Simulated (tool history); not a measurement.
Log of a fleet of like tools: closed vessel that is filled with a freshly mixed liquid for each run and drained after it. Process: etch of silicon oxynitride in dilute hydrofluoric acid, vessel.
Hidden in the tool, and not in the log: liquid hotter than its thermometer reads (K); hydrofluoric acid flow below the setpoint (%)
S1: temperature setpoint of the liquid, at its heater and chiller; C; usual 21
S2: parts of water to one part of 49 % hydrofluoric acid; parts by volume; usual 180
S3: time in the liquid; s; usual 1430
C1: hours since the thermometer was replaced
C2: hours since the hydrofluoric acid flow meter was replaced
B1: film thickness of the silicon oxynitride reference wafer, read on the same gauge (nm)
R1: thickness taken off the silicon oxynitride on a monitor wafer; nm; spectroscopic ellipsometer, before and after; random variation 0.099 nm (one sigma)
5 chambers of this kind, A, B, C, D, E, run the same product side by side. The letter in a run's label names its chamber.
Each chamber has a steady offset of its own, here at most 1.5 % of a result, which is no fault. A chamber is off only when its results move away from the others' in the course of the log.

{"run": "1A", "hour": 7.0, "S1": 21, "S2": 180, "S3": 1430, "C1": 2259.3, "C2": 418.5, "B1": 39.974, "R1": 16.802}
{"run": "2C", "hour": 14.1, "S1": 21, "S2": 180, "S3": 1430, "C1": 1709.3, "C2": 2208.8, "B1": 39.978, "R1": 16.503}
{"run": "3E", "hour": 22.5, "S1": 21, "S2": 180, "S3": 1430, "C1": 2066.4, "C2": 85.3, "B1": 39.954, "R1": 16.646}
{"hour": 26.9, "done": "chamber D: hydrofluoric acid flow meter replaced"}
{"hour": 32.6, "done": "chamber C: hydrofluoric acid flow meter replaced"}
{"run": "4D", "hour": 32.8, "S1": 21, "S2": 180, "S3": 1430, "C1": 780.3, "C2": 5.9, "B1": 39.994, "R1": 16.804}
{"run": "5B", "hour": 40.2, "S1": 21, "S2": 180, "S3": 1430, "C1": 570.9, "C2": 784.5, "B1": 40.015, "R1": 16.788}
{"run": "6A", "hour": 51.2, "S1": 21, "S2": 180, "S3": 1430, "C1": 2303.5, "C2": 462.7, "B1": 39.963, "R1": 16.813}
{"run": "7C", "hour": 59.5, "S1": 21, "S2": 180, "S3": 1430, "C1": 1754.7, "C2": 26.9, "B1": 40.001, "R1": 16.814}
{"hour": 72.1, "done": "chamber B: thermometer replaced"}
{"run": "8B", "hour": 72.4, "S1": 21, "S2": 180, "S3": 1430, "C1": 0.3, "C2": 816.7, "B1": 40.001, "R1": 16.724}
{"run": "9E", "hour": 82.9, "S1": 21, "S2": 180, "S3": 1430, "C1": 2126.8, "C2": 145.7, "B1": 40.002, "R1": 16.51}
{"run": "10D", "hour": 92.8, "S1": 21, "S2": 180, "S3": 1430, "C1": 840.3, "C2": 65.9, "B1": 39.985, "R1": 16.929}
{"run": "11E", "hour": 104.9, "S1": 21, "S2": 180, "S3": 1430, "C1": 2148.8, "C2": 167.7, "B1": 40.016, "R1": 16.53}
{"hour": 109.7, "done": "chamber A: thermometer replaced"}
{"run": "12D", "hour": 113.4, "S1": 21, "S2": 180, "S3": 1430, "C1": 860.9, "C2": 86.5, "B1": 40.015, "R1": 16.761}
{"run": "13B", "hour": 120.0, "S1": 21, "S2": 180, "S3": 1430, "C1": 47.9, "C2": 864.3, "B1": 40.036, "R1": 16.641}
{"run": "14A", "hour": 133.1, "S1": 21, "S2": 180, "S3": 1430, "C1": 23.5, "C2": 544.6, "B1": 40.005, "R1": 16.641}
{"run": "15C", "hour": 142.2, "S1": 21, "S2": 125, "S3": 1430, "C1": 1837.4, "C2": 109.6, "B1": 39.999, "R1": 24.998}
{"run": "16A", "hour": 152.7, "S1": 21, "S2": 125, "S3": 1430, "C1": 43.1, "C2": 564.2, "B1": 40.033, "R1": 24.96}
{"run": "17B", "hour": 161.4, "S1": 21, "S2": 125, "S3": 1430, "C1": 89.3, "C2": 905.7, "B1": 39.966, "R1": 25.052}
{"run": "18D", "hour": 172.0, "S1": 21, "S2": 125, "S3": 1430, "C1": 919.5, "C2": 145.1, "B1": 40.017, "R1": 24.913}
{"run": "19C", "hour": 185.1, "S1": 21, "S2": 125, "S3": 1430, "C1": 1880.3, "C2": 152.5, "B1": 40.026, "R1": 24.664}
{"run": "20E", "hour": 192.7, "S1": 22.5, "S2": 115, "S3": 1430, "C1": 2236.6, "C2": 255.5, "B1": 39.981, "R1": 29.068}
{"run": "21C", "hour": 205.0, "S1": 22.5, "S2": 115, "S3": 1430, "C1": 1900.2, "C2": 172.4, "B1": 40.019, "R1": 29.27}
{"hour": 214.7, "done": "chamber E: thermometer replaced"}
{"run": "22B", "hour": 214.9, "S1": 22.5, "S2": 115, "S3": 1430, "C1": 142.8, "C2": 959.2, "B1": 39.967, "R1": 30.057}
{"run": "23E", "hour": 221.8, "S1": 22.5, "S2": 115, "S3": 1430, "C1": 7.1, "C2": 284.6, "B1": 40.011, "R1": 28.932}
{"run": "24D", "hour": 232.5, "S1": 22.5, "S2": 115, "S3": 1430, "C1": 980, "C2": 205.6, "B1": 39.989, "R1": 29.747}
{"run": "25A", "hour": 243.3, "S1": 21, "S2": 180, "S3": 1430, "C1": 133.7, "C2": 654.8, "B1": 40.048, "R1": 16.606}
{"run": "26E", "hour": 251.5, "S1": 21, "S2": 180, "S3": 1430, "C1": 36.8, "C2": 314.3, "B1": 39.947, "R1": 16.48}
{"run": "27B", "hour": 257.7, "S1": 21, "S2": 180, "S3": 1430, "C1": 185.6, "C2": 1002, "B1": 40.019, "R1": 16.804}
{"run": "28A", "hour": 267.4, "S1": 21, "S2": 180, "S3": 1430, "C1": 157.8, "C2": 678.9, "B1": 40.009, "R1": 16.791}
{"hour": 277.1, "done": "chamber B: hydrofluoric acid flow meter replaced"}
{"run": "29D", "hour": 280.1, "S1": 21, "S2": 180, "S3": 1430, "C1": 1027.6, "C2": 253.2, "B1": 40.017, "R1": 17.139}
{"hour": 283.2, "done": "chamber A: hydrofluoric acid flow meter replaced"}
{"run": "30C", "hour": 288.2, "S1": 21, "S2": 110, "S3": 1160, "C1": 1983.4, "C2": 255.6, "B1": 40.06, "R1": 22.812}
{"run": "31B", "hour": 295.1, "S1": 21, "S2": 110, "S3": 1160, "C1": 223, "C2": 18, "B1": 40.013, "R1": 23.641}
{"run": "32A", "hour": 304.1, "S1": 21, "S2": 110, "S3": 1160, "C1": 194.5, "C2": 20.9, "B1": 39.985, "R1": 23.001}
{"run": "33E", "hour": 312.9, "S1": 21, "S2": 110, "S3": 1160, "C1": 98.2, "C2": 375.7, "B1": 40.007, "R1": 22.969}
{"run": "34D", "hour": 319.0, "S1": 21, "S2": 110, "S3": 1160, "C1": 1066.5, "C2": 292.1, "B1": 39.989, "R1": 24.072}
{"run": "35C", "hour": 325.9, "S1": 21, "S2": 180, "S3": 1430, "C1": 2021.1, "C2": 293.3, "B1": 39.978, "R1": 16.646}
{"run": "36E", "hour": 333.7, "S1": 21, "S2": 180, "S3": 1430, "C1": 119, "C2": 396.5, "B1": 40.022, "R1": 16.538}
{"run": "37B", "hour": 347.1, "S1": 21, "S2": 180, "S3": 1430, "C1": 275, "C2": 70, "B1": 40.04, "R1": 16.785}
{"run": "38C", "hour": 358.0, "S1": 21, "S2": 180, "S3": 1430, "C1": 2053.2, "C2": 325.4, "B1": 39.992, "R1": 16.789}
{"run": "39A", "hour": 364.2, "S1": 21, "S2": 180, "S3": 1430, "C1": 254.6, "C2": 81, "B1": 40.009, "R1": 16.733}
{"run": "40D", "hour": 376.0, "S1": 21, "S2": 180, "S3": 1430, "C1": 1123.5, "C2": 349.1, "B1": 39.959, "R1": 17.533}
{"run": "41D", "hour": 384.2, "S1": 21, "S2": 180, "S3": 1430, "C1": 1131.7, "C2": 357.3, "B1": 39.987, "R1": 17.598}
{"run": "42C", "hour": 394.1, "S1": 21, "S2": 180, "S3": 1430, "C1": 2089.3, "C2": 361.5, "B1": 39.99, "R1": 16.667}
{"run": "43A", "hour": 404.5, "S1": 21, "S2": 180, "S3": 1430, "C1": 294.9, "C2": 121.3, "B1": 39.955, "R1": 16.671}

Is one chamber off against the others, does the gauge drift, or is nothing wrong? If a chamber is off, say which, and what the likeliest cause is.

Chamber D drifts away from the others.
Cause: liquid hotter than its thermometer reads (K) = 1.24.
The log may not tell that from: hydrofluoric acid flow above the setpoint (%).

Here are 4 candidates for chamber D's next run, each the usual settings with a change, their results left as question marks. Which one brings its results back in line with what the others give on the usual settings?
In line means no further than this from the other chambers' mean on the usual settings: R1 0.34 nm
{"run": "44D-1", "hour": 414.8, "S1": 21, "S2": 175, "S3": 1475, "R1": "?"}
{"run": "44D-2", "hour": 414.8, "S1": 21, "S2": 180, "S3": 1395, "R1": "?"}
{"run": "44D-3", "hour": 414.8, "S1": 21.5, "S2": 180, "S3": 1430, "R1": "?"}
{"run": "44D-4", "hour": 414.8, "S1": 19.5, "S2": 180, "S3": 1430, "R1": "?"}

The other chambers' mean on the usual settings: R1 16.695 nm
run=44D-1 R1=18.895
run=44D-2 R1=17.318
run=44D-3 R1=18.171
run=44D-4 R1=16.563
44D-4 brings the chamber back in line.

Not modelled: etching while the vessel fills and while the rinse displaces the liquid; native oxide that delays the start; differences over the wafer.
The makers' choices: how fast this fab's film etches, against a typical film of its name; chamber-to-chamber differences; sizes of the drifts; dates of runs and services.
